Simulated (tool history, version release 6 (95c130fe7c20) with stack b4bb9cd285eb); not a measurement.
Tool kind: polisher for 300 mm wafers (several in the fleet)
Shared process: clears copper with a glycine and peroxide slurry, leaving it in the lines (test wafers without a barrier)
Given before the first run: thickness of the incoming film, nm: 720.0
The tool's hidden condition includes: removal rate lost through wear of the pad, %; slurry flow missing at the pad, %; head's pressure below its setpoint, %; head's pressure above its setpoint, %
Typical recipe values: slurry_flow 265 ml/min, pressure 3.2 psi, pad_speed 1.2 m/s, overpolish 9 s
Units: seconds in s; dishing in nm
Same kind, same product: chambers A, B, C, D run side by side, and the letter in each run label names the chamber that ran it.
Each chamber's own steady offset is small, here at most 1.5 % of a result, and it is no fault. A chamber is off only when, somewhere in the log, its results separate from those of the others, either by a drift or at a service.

run     day  slurry_flow  pressure  pad_speed  overpolish  wafers polished on this pad  hours since the slurry nozzle was cleaned  hours since the head pressure was calibrated  seconds  dishing
 1D   0.504          265       3.2        1.2           9                          513                                      264.6                                         743.1  114.460   40.842
      0.717  -- chamber D: worn pad replaced by a new one
 2A   0.979          265       3.2        1.2           9                         1052                                       61.3                                         255.3  113.270   39.271
 3B   1.504          265       3.2        1.2           9                          773                                      141.1                                         604.6  115.530   40.079
      1.608  -- chamber A: worn pad replaced by a new one
      1.725  -- chamber B: worn pad replaced by a new one
 4C   2.058          265       3.2        1.2           9                          471                                      143.6                                         173.1  114.290   38.536
 5C   2.504          265       3.2        1.2           9                          532                                      154.3                                         183.8  111.790   40.625
 6B   2.821          265       3.2        1.2           9                          150                                      172.7                                         636.2  115.020   39.628
 7D   3.233          180       2.3        1.2           9                          345                                      330.1                                         808.6  158.130   30.459
 8A   3.858          180       2.3        1.2           9                          308                                      130.4                                         324.4  157.550   29.627
      3.862  -- chamber D: worn pad replaced by a new one
 9D   4.146          180       2.3        1.2           9                           39                                      352.0                                         830.5  158.680   29.243
10A   4.704          180       2.3        1.2           9                          424                                      150.7                                         344.7  158.200   28.090
      4.846  -- chamber D: head pressure recalibrated
11C   5.100          265       3.2        1.2           9                          888                                      216.6                                         246.1  112.670   40.887
12B   5.583          310       3.2        1.2          11                          529                                      239.0                                         702.5  112.880   46.315
13B   5.967          310       3.2        1.2          11                          581                                      248.2                                         711.7  111.290   48.385
      6.475  -- chamber C: worn pad replaced by a new one
14D   6.483          310       3.2        1.2          11                          359                                      408.1                                          39.4  119.060   45.337
15A   7.108          310       3.2        1.2          11                          754                                      208.4                                         402.4  111.200   46.187
      7.521  -- chamber D: worn pad replaced by a new one
16C   7.533          265       3.2        1.2           9                          145                                      275.0                                         304.5  112.350   40.539
      7.558  -- chamber C: slurry nozzle cleaned
17C   7.975          265       3.2        1.2           9                          206                                       10.1                                         315.1  112.740   39.302
      8.246  -- chamber B: worn pad replaced by a new one
18D   8.304          265       3.2        1.2           9                          107                                      451.8                                          83.1  119.950   36.840
19A   8.892          265       3.2        1.2           9                          999                                      251.2                                         445.2  113.170   39.313
20B   9.221          265       2.5        1.2          13                          133                                      326.3                                         789.8  139.130   46.287
      9.525  -- chamber A: worn pad replaced by a new one
21A   9.604          265       2.5        1.2          13                           11                                      268.3                                         462.3  137.700   41.805
      9.867  -- chamber B: head pressure recalibrated
22B  10.238          265       2.5        1.2          13                          273                                      350.7                                           9.0  139.360   46.781
23D  10.517          265       2.5        1.2          13                          411                                      504.9                                         136.2  148.580   40.785
24C  10.800          265       3.2        1.2           9                          593                                       77.9                                         382.9  111.280   40.124
25C  11.262          195       3.2        1.6           9                          657                                       89.0                                         394.0   90.665   46.408
26B  11.892          195       3.2        1.6           9                          500                                      390.4                                          48.7   92.927   48.400

Predict what each chamber gives when all 4 of them run the settings below next.
27A  12.342          265       3.2        1.2           9                                                                                                                              ?        ?
27B  12.342          265       3.2        1.2           9                                                                                                                              ?        ?
27C  12.342          265       3.2        1.2           9                                                                                                                              ?        ?
27D  12.342          265       3.2        1.2           9                                                                                                                              ?        ?

run  seconds  dishing
27A  112.140   39.472
27B  114.020   40.329
27C  113.980   40.726
27D  121.730   37.698
